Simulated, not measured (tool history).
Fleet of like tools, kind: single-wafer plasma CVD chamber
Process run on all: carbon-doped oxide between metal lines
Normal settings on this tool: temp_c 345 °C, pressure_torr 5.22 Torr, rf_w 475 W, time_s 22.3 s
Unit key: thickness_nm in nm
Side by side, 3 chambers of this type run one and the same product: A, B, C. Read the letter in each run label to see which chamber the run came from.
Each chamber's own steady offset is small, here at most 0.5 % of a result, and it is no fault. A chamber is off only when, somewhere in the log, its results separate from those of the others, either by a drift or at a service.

| run | hour | temp_c | pressure_torr | rf_w | time_s | read-back reference wafer on the same gauge, thickness_nm | thickness_nm |
|---|---|---|---|---|---|---|---|
| 1A | 9.1 | 345 | 5.22 | 475 | 22.3 | 124.98 | 113.430 |
| 2C | 15.1 | 345 | 5.22 | 475 | 22.3 | 124.98 | 112.840 |
| 3B | 19.7 | 345 | 5.22 | 475 | 22.3 | 124.98 | 112.810 |
| 4B | 26.0 | 345 | 5.22 | 475 | 22.3 | 124.96 | 112.830 |
| 5A | 31.6 | 345 | 5.22 | 475 | 22.3 | 124.94 | 113.100 |
| 6C | 38.7 | 345 | 5.22 | 475 | 22.3 | 124.93 | 112.780 |
| 7C | 46.7 | 350 | 5.22 | 395 | 22.3 | 124.93 | 97.165 |
| 8A | 51.5 | 350 | 5.22 | 395 | 22.3 | 124.89 | 98.042 |
| 9B | 56.7 | 350 | 5.22 | 395 | 22.3 | 124.89 | 97.367 |
| 10B | 62.3 | 345 | 5.22 | 475 | 22.3 | 124.88 | 112.580 |
| 11A | 68.2 | 345 | 5.22 | 475 | 22.3 | 124.87 | 113.320 |
|  | 72.2 | chamber B: thermocouple changed; heater temperature recalibrated |
| 12C | 74.2 | 345 | 5.22 | 475 | 22.3 | 124.85 | 112.600 |
| 13A | 78.9 | 345 | 5.22 | 475 | 22.3 | 124.84 | 113.190 |
| 14B | 85.3 | 352 | 3.94 | 475 | 22.3 | 124.83 | 106.330 |
| 15C | 91.9 | 352 | 3.94 | 475 | 22.3 | 124.82 | 106.050 |
| 16C | 101.7 | 352 | 3.94 | 475 | 22.3 | 124.79 | 106.120 |
| 17A | 109.3 | 345 | 5.22 | 475 | 22.3 | 124.79 | 113.080 |
| 18B | 116.2 | 345 | 5.22 | 475 | 22.3 | 124.72 | 112.400 |
|  | 120.1 | chamber C: RF generator calibrated |
| 19A | 123.9 | 345 | 5.22 | 475 | 22.3 | 124.75 | 113.210 |
| 20B | 132.9 | 345 | 5.22 | 475 | 22.3 | 124.70 | 112.530 |
| 21C | 138.6 | 345 | 5.22 | 475 | 22.3 | 124.71 | 112.090 |
| 22B | 147.2 | 345 | 5.22 | 475 | 22.3 | 124.66 | 112.160 |
| 23C | 154.4 | 345 | 5.22 | 475 | 22.3 | 124.70 | 112.310 |
| 24A | 162.8 | 345 | 5.22 | 475 | 22.3 | 124.62 | 113.190 |
| 25C | 170.9 | 345 | 5.22 | 475 | 22.3 | 124.59 | 112.220 |
| 26B | 180.4 | 352 | 5.22 | 475 | 22.3 | 124.60 | 109.920 |
| 27A | 189.0 | 352 | 5.22 | 475 | 22.3 | 124.58 | 110.770 |
| 28A | 193.5 | 352 | 5.22 | 475 | 22.3 | 124.55 | 110.630 |
| 29C | 201.9 | 345 | 5.22 | 475 | 22.3 | 124.57 | 112.360 |
|  | 207.6 | chamber C: capacitance manometer re-zeroed and calibrated |
| 30B | 209.6 | 345 | 5.22 | 475 | 22.3 | 124.53 | 112.180 |
| 31C | 215.5 | 345 | 5.22 | 475 | 22.3 | 124.48 | 112.390 |
| 32B | 223.9 | 345 | 5.22 | 475 | 22.3 | 124.47 | 112.400 |
| 33A | 231.6 | 345 | 5.22 | 475 | 22.3 | 124.50 | 112.870 |
| 34B | 237.5 | 345 | 5.22 | 475 | 22.3 | 124.47 | 112.370 |
| 35A | 245.7 | 345 | 5.22 | 475 | 22.3 | 124.47 | 112.610 |
| 36C | 254.9 | 345 | 5.22 | 475 | 22.3 | 124.42 | 112.440 |
| 37A | 259.2 | 345 | 5.22 | 475 | 22.3 | 124.44 | 112.850 |
| 38C | 264.5 | 345 | 5.78 | 475 | 22.3 | 124.45 | 113.880 |
| 39B | 272.2 | 345 | 5.78 | 475 | 22.3 | 124.46 | 113.710 |
| 40B | 281.0 | 345 | 5.78 | 475 | 22.3 | 124.39 | 113.770 |
| 41A | 290.7 | 345 | 5.22 | 475 | 22.3 | 124.38 | 112.890 |
| 42C | 300.6 | 345 | 5.22 | 475 | 23.9 | 124.32 | 119.890 |

Is one chamber out of step, is the gauge drifting, or do the chambers differ by no more than their own small offsets? For an off chamber, give its letter and the likeliest cause.

The gauge drifts, so all chambers seem to drift together. No chamber is off.
Likeliest cause: gauge reads low (%) = 0.536.
